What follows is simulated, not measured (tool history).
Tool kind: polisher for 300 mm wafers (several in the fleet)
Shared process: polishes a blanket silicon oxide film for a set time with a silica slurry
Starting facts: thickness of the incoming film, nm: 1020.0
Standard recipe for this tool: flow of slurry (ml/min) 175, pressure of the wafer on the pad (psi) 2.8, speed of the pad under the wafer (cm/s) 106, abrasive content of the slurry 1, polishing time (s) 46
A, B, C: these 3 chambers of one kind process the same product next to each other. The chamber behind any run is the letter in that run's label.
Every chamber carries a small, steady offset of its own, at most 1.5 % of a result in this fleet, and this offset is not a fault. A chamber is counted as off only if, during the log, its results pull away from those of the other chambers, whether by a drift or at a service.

run,hour,flow of slurry (ml/min),pressure of the wafer on the pad (psi),speed of the pad under the wafer (cm/s),abrasive content of the slurry,polishing time (s),film removed (nm)
1B,3.8,175,2.8,106,1,46,110.33
2A,7.4,175,2.8,106,1,46,110.19
# hour 7.6: chamber A: worn pad replaced by a new one
3C,11.6,175,2.8,106,1,46,112.84
4B,14.9,175,2.8,106,1,46,109.79
5A,20.3,175,2.8,106,1,46,108.20
6C,26.4,175,2.8,106,1,46,110.38
# hour 28.3: chamber B: worn pad replaced by a new one
# hour 28.3: chamber A: slurry nozzle cleaned
7C,30.0,175,2.8,138,1,35,104.97
8B,34.4,175,2.8,138,1,35,103.78
9A,38.9,175,2.8,138,1,35,101.92
10C,43.8,175,2.8,106,1,46,110.64
11A,48.6,175,2.8,106,1,46,109.25
# hour 53.5: chamber C: worn pad replaced by a new one
12B,54.4,175,2.8,106,1,53,128.18
13A,60.1,175,2.8,106,1,53,128.61
# hour 63.6: chamber C: slurry nozzle cleaned
# hour 65.0: chamber B: head pressure recalibrated
14C,65.0,175,2.8,106,1,53,126.25
15B,70.9,175,2.8,106,1,46,110.24
16A,75.7,175,2.8,106,1,46,109.78
# hour 76.2: chamber B: slurry blender recalibrated
17C,80.4,175,2.8,106,1,56,136.51
# hour 82.7: chamber C: conditioning disc replaced and pad reconditioned
18B,83.2,175,2.8,106,1,56,136.81
# hour 84.7: chamber B: conditioning disc replaced and pad reconditioned
# hour 85.2: chamber A: worn pad replaced by a new one
19A,88.1,175,2.8,106,1,56,133.90
20C,92.6,175,2.8,106,1,46,111.68
21B,97.5,175,2.8,106,1,46,107.35
22A,102.8,175,2.8,106,1,46,109.35
23C,107.5,175,2.8,106,1,46,112.55
24B,112.3,175,2.8,106,1,46,112.14
25A,115.8,175,2.8,106,1,46,112.34
26B,119.9,175,2.8,106,1,46,110.48
# hour 121.7: chamber C: head pressure recalibrated
27C,124.9,175,2.8,106,1,46,109.82
# hour 129.4: chamber C: worn pad replaced by a new one
28A,129.4,175,2.8,106,1,46,112.40
29C,134.7,175,2.8,106,1,46,110.82
30B,139.1,175,2.8,106,1,46,107.27

Predict what each chamber gives when all 3 of them run the settings below next.
31A,143.5,225,2.8,106,1,46,?
31B,143.5,225,2.8,106,1,46,?
31C,143.5,225,2.8,106,1,46,?

run,film removed (nm)
31A,113.75
31B,114.91
31C,111.58
